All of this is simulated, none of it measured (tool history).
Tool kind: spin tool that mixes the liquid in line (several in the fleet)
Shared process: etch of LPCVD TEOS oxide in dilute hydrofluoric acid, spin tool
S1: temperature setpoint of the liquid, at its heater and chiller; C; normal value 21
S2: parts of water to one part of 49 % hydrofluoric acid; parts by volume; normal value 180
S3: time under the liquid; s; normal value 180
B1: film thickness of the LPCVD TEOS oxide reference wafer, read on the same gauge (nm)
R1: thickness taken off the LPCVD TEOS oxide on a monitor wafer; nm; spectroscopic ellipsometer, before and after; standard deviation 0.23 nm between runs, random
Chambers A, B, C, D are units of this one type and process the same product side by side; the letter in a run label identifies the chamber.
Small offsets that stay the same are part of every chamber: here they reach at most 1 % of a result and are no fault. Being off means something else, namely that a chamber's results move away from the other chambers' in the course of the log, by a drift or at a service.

| run | hour | S1 | S2 | S3 | B1 | R1 |
|---|---|---|---|---|---|---|
| 1A | 8.8 | 21 | 180 | 180 | 129.91 | 38.855 |
| 2C | 16.1 | 21 | 180 | 180 | 129.98 | 39.038 |
| 3D | 22.4 | 21 | 180 | 180 | 129.97 | 39.483 |
| 4B | 29.1 | 21 | 180 | 180 | 129.99 | 38.862 |
| 5D | 40 | 21 | 180 | 180 | 130.06 | 39.294 |
| 6C | 45.6 | 21 | 180 | 180 | 129.99 | 38.882 |
| 7B | 56.5 | 21 | 180 | 180 | 130.02 | 38.634 |
| 8A | 62.8 | 21 | 180 | 180 | 129.95 | 39.051 |
| 9C | 73 | 21 | 180 | 180 | 130.01 | 38.919 |
| 10D | 85.1 | 21 | 180 | 180 | 130 | 39.537 |
|  | 92.7 | chamber A: thermometer replaced |
| 11A | 93.3 | 21 | 180 | 180 | 130 | 39.226 |
| 12B | 100 | 21 | 180 | 180 | 129.96 | 39.275 |
| 13B | 110.4 | 21 | 180 | 280 | 129.99 | 60.217 |
| 14C | 122.8 | 21 | 180 | 280 | 130.02 | 60.352 |
| 15A | 128.5 | 21 | 180 | 280 | 130.01 | 60.132 |
|  | 131.5 | chamber B: hydrofluoric acid flow meter replaced |
| 16D | 140 | 21 | 180 | 280 | 130.07 | 61.763 |
| 17B | 146.1 | 21 | 180 | 245 | 129.99 | 52.664 |
|  | 150.6 | chamber B: thermometer replaced |
|  | 151.1 | chamber C: thermometer replaced |
| 18D | 157.3 | 21 | 180 | 245 | 130.07 | 54.85 |
| 19A | 164.5 | 21 | 180 | 245 | 129.97 | 53.078 |
| 20C | 173.8 | 21 | 180 | 245 | 130 | 52.663 |
| 21B | 179.4 | 21 | 180 | 180 | 130.01 | 38.256 |
| 22A | 190.6 | 21 | 180 | 180 | 129.99 | 38.921 |
| 23C | 197.3 | 21 | 180 | 180 | 129.98 | 38.57 |
| 24D | 208 | 21 | 180 | 180 | 129.96 | 41.495 |
| 25D | 219.4 | 21 | 180 | 180 | 130.02 | 41.388 |
| 26B | 230.2 | 21 | 180 | 180 | 129.99 | 38.649 |
| 27A | 239.8 | 21 | 145 | 130 | 130 | 36.298 |

Decide between three cases: one chamber stands off from its peers, the gauge reading all wafers drifts, or nothing is wrong past each chamber's small offset. Where a chamber is off, say which and what most likely put it there.

It is chamber D that slowly wanders off from its peers.
Likeliest cause: hydrofluoric acid flow above the setpoint (%) = 5.22.
With only this log, it may be confused with: liquid hotter than its thermometer reads (K).

Chamber D could run next with any of the 4 candidate recipes listed below; each alters the usual settings, and their results appear as question marks. Which one brings its results back in line with what the other chambers deliver on the usual settings?
A result is in line if it is within this distance of the other chambers' mean on the usual settings: R1 0.81 nm
| 28D-1 | 248.7 | 21 | 180 | 185 |  | ? |
| 28D-2 | 248.7 | 21 | 180 | 175 |  | ? |
| 28D-3 | 248.7 | 21 | 170 | 180 |  | ? |
| 28D-4 | 248.7 | 21 | 190 | 180 |  | ? |

On the usual settings, the other chambers give on average: R1 38.834 nm
| run | R1 |
|---|---|
| 28D-1 | 42.722 |
| 28D-2 | 40.413 |
| 28D-3 | 44.419 |
| 28D-4 | 39.021 |
The right change is 28D-4: it brings the chamber back within the allowed miss of the others.
